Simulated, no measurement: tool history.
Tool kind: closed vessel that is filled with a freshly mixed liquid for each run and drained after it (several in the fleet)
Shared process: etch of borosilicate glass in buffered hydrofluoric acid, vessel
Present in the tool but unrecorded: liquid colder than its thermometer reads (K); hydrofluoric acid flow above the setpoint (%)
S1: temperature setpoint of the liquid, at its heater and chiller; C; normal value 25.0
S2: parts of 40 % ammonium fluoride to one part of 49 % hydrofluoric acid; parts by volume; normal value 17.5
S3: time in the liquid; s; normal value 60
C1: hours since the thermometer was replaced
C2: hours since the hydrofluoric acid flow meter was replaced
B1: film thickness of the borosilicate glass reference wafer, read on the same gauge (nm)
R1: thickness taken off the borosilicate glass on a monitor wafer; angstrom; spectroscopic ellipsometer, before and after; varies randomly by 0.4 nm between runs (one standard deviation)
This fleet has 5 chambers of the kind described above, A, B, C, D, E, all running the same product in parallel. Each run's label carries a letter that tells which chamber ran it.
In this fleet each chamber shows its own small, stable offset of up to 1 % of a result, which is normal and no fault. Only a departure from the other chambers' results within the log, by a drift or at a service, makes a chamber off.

run   hour    S1    S2  S3     C1      C2      B1      R1
 1B    4.0  25.0  17.5  60  519.3   227.4  79.976  454.57
 2A    6.5  25.0  17.5  60   10.6  1189.3  80.009  458.15
 3E    9.4  25.0  17.5  60  570.7   408.2  80.011  464.82
 4C   12.9  25.0  17.5  60   67.1   336.0  80.007  459.04
 5D   15.7  25.0  17.5  60  173.7   217.2  80.002  458.10
 6D   18.7  25.0  17.5  60  176.7   220.2  79.984  446.75
 7B   22.5  25.0  17.5  60  537.8   245.9  80.028  454.09
 8A   24.4  29.5  17.5  60   28.5  1207.2  80.007  580.34
 9C   26.9  29.5  17.5  60   81.1   350.0  79.963  580.39
      28.9  -- chamber A: hydrofluoric acid flow meter replaced
10E   31.1  29.5  17.5  60  592.4   429.9  80.003  576.67
11C   34.1  29.5  17.5  60   88.3   357.2  79.977  585.25
12A   37.0  29.5  17.5  60   41.1     8.2  79.984  579.24
13D   39.2  25.0  17.5  60  197.2   240.7  79.995  459.38
14B   42.6  25.0  17.5  60  557.9   266.0  79.995  455.30
15E   45.4  25.0  17.5  60  606.7   444.2  79.988  440.89
16B   48.8  25.0  17.5  60  564.1   272.2  79.999  452.84
17C   50.8  25.0  17.5  60  105.0   373.9  79.985  453.81
18A   53.1  29.0  17.5  60   57.2    24.3  80.012  562.48
19E   55.5  29.0  17.5  60  616.8   454.3  80.008  545.98
20D   57.9  29.0  17.5  60  215.9   259.4  79.997  565.50
21B   61.4  29.0  17.5  60  576.7   284.8  80.009  564.48
22E   63.9  29.0  17.5  60  625.2   462.7  80.005  536.90
23C   66.4  25.0  17.5  30  120.6   389.5  80.017  225.22
24D   68.5  25.0  17.5  30  226.5   270.0  80.004  229.56
25A   71.1  25.0  17.5  30   75.2    42.3  79.996  229.15
26C   75.2  25.0  17.5  30  129.4   398.3  79.968  233.26
27E   78.5  25.0  17.5  30  639.8   477.3  80.009  214.42
28A   81.2  25.0  17.5  60   85.3    52.4  80.013  457.99
29D   85.0  25.0  17.5  60  243.0   286.5  80.024  454.86
30B   88.9  25.0  17.5  60  604.2   312.3  79.999  447.69
31E   91.7  25.0  17.5  60  653.0   490.5  80.031  428.74
32B   95.3  25.0  17.5  60  610.6   318.7  80.002  453.75
33C   97.4  25.0  17.5  60  151.6   420.5  80.024  454.05
34A  101.5  25.0  17.5  60  105.6    72.7  79.992  449.18
35D  103.6  25.0  17.5  60  261.6   305.1  79.989  454.50
36C  105.9  25.0  17.5  60  160.1   429.0  79.992  452.88
37D  108.6  25.0  17.5  60  266.6   310.1  80.016  455.93
38B  112.5  28.0  22.0  60  627.8   335.9  79.996  440.26
39A  116.4  28.0  22.0  60  120.5    87.6  79.991  440.64
40E  120.6  28.0  22.0  60  681.9   519.4  79.994  400.68
41E  123.8  28.0  22.0  60  685.1   522.6  79.980  397.84
42D  127.4  28.0  22.0  60  285.4   328.9  79.978  443.26

All chambers now run identical settings, listed one chamber a line with results as question marks. What results will each chamber show?
43A  130.4  25.0  17.5  60               ?
43B  130.4  25.0  17.5  60               ?
43C  130.4  25.0  17.5  60               ?
43D  130.4  25.0  17.5  60               ?
43E  130.4  25.0  17.5  60               ?

run      R1
43A  456.85
43B  457.66
43C  464.72
43D  455.33
43E  407.52

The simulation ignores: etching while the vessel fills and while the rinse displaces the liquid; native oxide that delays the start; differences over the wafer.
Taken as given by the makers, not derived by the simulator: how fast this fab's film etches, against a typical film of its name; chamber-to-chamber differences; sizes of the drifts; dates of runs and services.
